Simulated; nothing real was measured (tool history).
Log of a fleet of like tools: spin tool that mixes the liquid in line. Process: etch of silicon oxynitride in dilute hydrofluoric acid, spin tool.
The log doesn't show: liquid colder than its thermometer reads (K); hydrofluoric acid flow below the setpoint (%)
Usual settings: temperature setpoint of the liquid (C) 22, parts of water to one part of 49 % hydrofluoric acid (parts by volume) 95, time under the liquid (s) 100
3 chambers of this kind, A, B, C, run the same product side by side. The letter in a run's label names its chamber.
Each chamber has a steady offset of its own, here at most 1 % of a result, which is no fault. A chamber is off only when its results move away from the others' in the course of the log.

run	hour	temperature setpoint of the liquid (C)	parts of water to one part of 49 % hydrofluoric acid (parts by volume)	time under the liquid (s)	hours since the thermometer was replaced	hours since the hydrofluoric acid flow meter was replaced	read-back film thickness of the silicon oxynitride reference wafer, read on the same gauge (nm)	thickness taken off the silicon oxynitride on a monitor wafer (angstrom)
1C	12.1	22	95	100	510.4	245.4	70.018	45.965
2B	18.9	22	95	100	859	315.4	70.033	45.696
3A	31.8	22	95	100	371.6	1122.3	70.001	46.162
4A	46.5	22	95	100	386.3	1137	69.987	46.203
5C	55.2	22	95	100	553.5	288.5	70.046	45.757
6B	68.6	22	95	100	908.7	365.1	70.017	46.587
7A	81.7	22	70	70	421.5	1172.2	70.001	44.306
8B	94.5	22	70	70	934.6	391	70.039	45.313
9C	106.8	22	70	70	605.1	340.1	70.007	44.942
10C	119.8	22	130	120	618.1	353.1	69.971	39.149
11A	130.3	22	130	120	470.1	1220.8	69.984	38.895
12B	146	22	130	120	986.1	442.5	70.005	39.464
13C	158.3	26	95	50	656.6	391.6	70.027	27.758
14B	167.6	26	95	50	1007.7	464.1	70	27.729
15A	175.9	26	95	50	515.7	1266.4	70.034	27.334
16A	183.9	22	95	100	523.7	1274.4	70.004	44.822
17B	195.4	22	95	100	1035.5	491.9	70.051	46.087
18C	205.8	22	95	100	704.1	439.1	69.983	46.322
19C	217.9	22	95	100	716.2	451.2	69.985	46.242
20B	224.8	22	95	100	1064.9	521.3	70.011	46.247
21A	239.4	22	95	100	579.2	1329.9	70.001	45.081
22C	254.4	22	95	100	752.7	487.7	69.991	45.949
23B	261.9	22	95	100	1102	558.4	70.032	45.953
24A	274.3	22	95	100	614.1	1364.8	70.032	44.087
25C	281.9	23.5	135	100	780.2	515.2	70.017	33.501
26B	290.6	23.5	135	100	1130.7	587.1	69.988	33.761
27A	302.7	23.5	135	100	642.5	1393.2	69.999	32.22
28A	316.8	22	95	100	656.6	1407.3	69.999	43.751
29B	327.4	22	140	100	1167.5	623.9	70.026	30.395
30C	341.6	22	140	100	839.9	574.9	70.007	29.919
31C	355.4	22	140	100	853.7	588.7	69.998	30.014
32A	367.3	25	50	100	707.1	1457.8	69.999	97.204
33B	374.2	25	50	100	1214.3	670.7	70.017	107.82
34C	382.8	25	50	100	881.1	616.1	70.002	105.36
35A	397.5	22	95	100	737.3	1488	70.029	43.32
36B	408.3	22	95	100	1248.4	704.8	69.989	45.913
37A	416	17.5	95	140	755.8	1506.5	69.993	48.854
38B	431.5	17.5	95	140	1271.6	728	69.992	52.3
39C	441.7	17.5	95	140	940	675	69.994	52.155
40B	448.9	24.5	95	100	1289	745.4	70.012	52.199
41A	458.6	24.5	95	100	798.4	1549.1	69.99	48.379
42C	466.3	24.5	95	100	964.6	699.6	70.022	51.977

Next, every chamber runs the same settings. What will each give?
43A	477.6	22	95	100				?
43B	477.6	22	95	100				?
43C	477.6	22	95	100				?

run	thickness taken off the silicon oxynitride on a monitor wafer (angstrom)
43A	42.743
43B	46.266
43C	46.21

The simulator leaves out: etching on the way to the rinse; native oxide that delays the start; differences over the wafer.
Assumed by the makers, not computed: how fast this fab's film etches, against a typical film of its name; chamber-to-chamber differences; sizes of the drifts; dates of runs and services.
